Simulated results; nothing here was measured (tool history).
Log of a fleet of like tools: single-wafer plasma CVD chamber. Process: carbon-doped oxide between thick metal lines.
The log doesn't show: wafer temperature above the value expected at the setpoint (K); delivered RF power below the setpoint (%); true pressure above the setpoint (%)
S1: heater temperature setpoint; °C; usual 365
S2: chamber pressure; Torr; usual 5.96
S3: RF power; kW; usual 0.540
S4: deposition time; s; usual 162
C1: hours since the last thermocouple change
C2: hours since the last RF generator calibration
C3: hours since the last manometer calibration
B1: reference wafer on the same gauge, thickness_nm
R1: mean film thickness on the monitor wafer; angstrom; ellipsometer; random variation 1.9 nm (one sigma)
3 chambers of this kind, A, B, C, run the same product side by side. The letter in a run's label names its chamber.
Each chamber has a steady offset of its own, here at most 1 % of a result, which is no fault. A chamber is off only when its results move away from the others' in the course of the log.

run,hour,S1,S2,S3,S4,C1,C2,C3,B1,R1
# hour 7.3: chamber C: capacitance manometer re-zeroed and calibrated
# hour 10.3: chamber C: thermocouple changed; heater temperature recalibrated
1B,12.9,365,5.96,0.540,162,2560.0,345.1,174.4,895.29,8423.0
2A,20.3,365,5.96,0.540,162,737.8,1090.8,167.2,895.23,8433.6
# hour 23.7: chamber A: RF generator calibrated
3C,32.1,365,5.96,0.540,162,21.8,580.6,24.9,895.01,8489.4
4C,39.2,365,5.96,0.540,162,28.9,587.7,32.0,894.77,8464.1
5B,52.9,365,5.96,0.540,162,2600.0,385.1,214.4,895.05,8402.2
6A,60.2,365,4.84,0.540,152,777.7,36.6,207.1,894.93,7674.1
7C,75.6,365,4.84,0.540,152,65.3,624.1,68.4,895.15,7679.0
# hour 80.4: chamber B: thermocouple changed; heater temperature recalibrated
8A,89.6,365,4.84,0.540,152,807.1,66.0,236.5,895.39,7682.8
9B,99.7,365,4.77,0.610,162,19.4,431.9,261.2,894.67,8801.4
10C,110.4,365,4.77,0.610,162,100.1,658.9,103.2,894.92,8749.7
11A,118.6,365,4.77,0.610,162,836.1,95.0,265.5,894.99,8716.5
12B,127.5,365,4.71,0.540,162,47.2,459.7,289.0,895.19,8168.2
13C,141.2,365,4.71,0.540,162,130.9,689.7,134.0,894.93,8066.7
14B,148.9,365,4.71,0.540,162,68.6,481.1,310.4,895.09,8152.6
15A,156.5,365,5.96,0.540,162,874.0,132.9,303.4,894.58,8409.7
16C,172.1,365,5.96,0.540,162,161.8,720.6,164.9,895.35,8307.4
17A,183.5,365,5.96,0.540,162,901.0,159.9,330.4,894.89,8403.1
18B,192.2,365,5.96,0.540,162,111.9,524.4,353.7,895.48,8442.1
19C,200.5,365,5.96,0.540,162,190.2,749.0,193.3,895.17,8304.7
20B,212.5,378,5.96,0.540,145,132.2,544.7,374.0,895.04,7348.8
21A,219.6,378,5.96,0.540,145,937.1,196.0,366.5,895.26,7357.2
22B,235.4,378,5.96,0.540,145,155.1,567.6,396.9,895.50,7361.6
23A,247.4,365,5.96,0.540,162,964.9,223.8,394.3,894.96,8415.1
24C,258.3,365,5.96,0.540,162,248.0,806.8,251.1,894.69,8223.9

All 3 chambers run these settings next. Forecast each chamber's results:
25A,269.9,365,4.65,0.540,162,,,,,?
25B,269.9,365,4.65,0.540,162,,,,,?
25C,269.9,365,4.65,0.540,162,,,,,?

run,R1
25A,8120.3
25B,8129.3
25C,7935.0

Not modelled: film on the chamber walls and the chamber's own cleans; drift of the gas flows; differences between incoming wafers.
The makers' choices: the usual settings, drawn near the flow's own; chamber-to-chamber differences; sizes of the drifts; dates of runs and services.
